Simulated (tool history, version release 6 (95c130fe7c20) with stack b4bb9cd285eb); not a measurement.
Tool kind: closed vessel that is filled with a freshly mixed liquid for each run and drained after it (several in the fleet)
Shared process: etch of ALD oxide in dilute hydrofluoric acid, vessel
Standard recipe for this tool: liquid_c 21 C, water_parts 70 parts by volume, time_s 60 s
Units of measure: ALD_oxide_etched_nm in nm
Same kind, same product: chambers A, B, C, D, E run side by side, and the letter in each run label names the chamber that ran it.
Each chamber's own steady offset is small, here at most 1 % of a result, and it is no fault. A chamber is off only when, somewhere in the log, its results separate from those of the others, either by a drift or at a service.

run   hour  liquid_c  water_parts  time_s  read-back film thickness of the ALD oxide reference wafer, read on the same gauge (nm)  ALD_oxide_etched_nm
 1B    4.6        21           70      60                                                                                     120               9.8403
 2D     10        21           70      60                                                                                  119.99                9.833
 3E   15.1        21           70      60                                                                                  120.01               9.7732
 4C   19.8        21           70      60                                                                                     120               9.9306
 5A   22.5        21           70      60                                                                                  120.01               9.7798
 6D   25.2        21           70      60                                                                                  119.98               9.8963
 7E   28.4        21           70      60                                                                                  120.03               9.7231
 8C   33.9        21           70      60                                                                                     120               9.9443
 9B   37.6        21           70      60                                                                                     120               9.8666
10A   42.9        21           70      60                                                                                  120.01               9.8398
11C   47.1        21           70      35                                                                                     120                5.786
12B   50.6        21           70      35                                                                                  120.01               5.7875
13D     54        21           70      35                                                                                  119.99               5.7887
14A   58.6        21           70      35                                                                                  119.99                5.649
15E   62.1        21           70      35                                                                                     120               5.6934
16B   65.4        21           70      60                                                                                     120               9.8536
17C   68.3        21           70      30                                                                                  120.02               4.9606
18A   72.3        21           70      30                                                                                     120               4.8692
19D   76.5        21           70      30                                                                                     120               4.9399
20E   80.1        21           70      30                                                                                     120               4.8795
21B   83.3        21           70      30                                                                                  119.98               4.8795
22A   88.4        21           70      60                                                                                  119.99               9.5376
23D   92.9        21           70      60                                                                                  119.99               9.8157
24E   96.7        21           70      60                                                                                     120               9.8717
25C  100.8        21           70      60                                                                                  119.98               9.9041
26C  103.6        21           70      60                                                                                  120.01               9.8894
27D    106        21           70      60                                                                                  120.02               9.9194
28B  108.8        21           70      60                                                                                     120               9.9188
29A  111.5        21           70      75                                                                                  119.99               11.998
30E  114.9        21           70      75                                                                                  119.99               12.078
31D  117.4        21           70      75                                                                                  120.01               12.267
32E  121.7        21           70      75                                                                                  119.99               12.205
33A  126.9        21           70      75                                                                                  120.03               11.871
34C  130.3        17           40      60                                                                                  120.01               15.116
35B  132.9        17           40      60                                                                                  119.99               14.991
36D    138        17           40      60                                                                                  120.01               14.853
37C  142.4        17           40      60                                                                                  120.05               15.248
     146.4  -- chamber E: hydrofluoric acid flow meter replaced
38E  147.3        17           40      60                                                                                  119.99                14.85
39B  151.6        21           70      60                                                                                  120.01               9.8397
40A  156.7        21           70      60                                                                                  119.99               9.3413
41A    161        21           70      60                                                                                     120               9.4122
42B    166        21           70      60                                                                                  119.98               9.8282
43C  170.3        21           70      60                                                                                  119.96               9.8168

Has any chamber moved away from the others, gradually or after a service, or does the common gauge drift, or do the chambers differ only by their own small steady offsets? State the chamber and the most likely cause if one applies.

It is chamber A that slowly wanders off from its peers.
What lies behind it: hydrofluoric acid flow below the setpoint (%) = 4.04.
From this log alone, it may not be told apart from: liquid colder than its thermometer reads (K).

Below are 4 candidate recipes for chamber A's next run, each the usual settings with a change, their results shown as question marks. Which of them brings A's results back in line with what the other chambers give on the usual settings?
Maximum distance from the other chambers' mean on the usual settings for a result to count as in line: ALD_oxide_etched_nm 0.23 nm
44A-1  174.2        22           70      60                                                                                                            ?
44A-2  174.2        20           70      60                                                                                                            ?
44A-3  174.2      21.5           70      65                                                                                                            ?
44A-4  174.2      20.5           70      55                                                                                                            ?

Other chambers, usual settings, mean: ALD_oxide_etched_nm 9.8462 nm
  run  ALD_oxide_etched_nm
44A-1               9.7482
44A-2               8.9834
44A-3               10.349
44A-4               8.4084
It is 44A-1 that realigns the chamber with its peers.
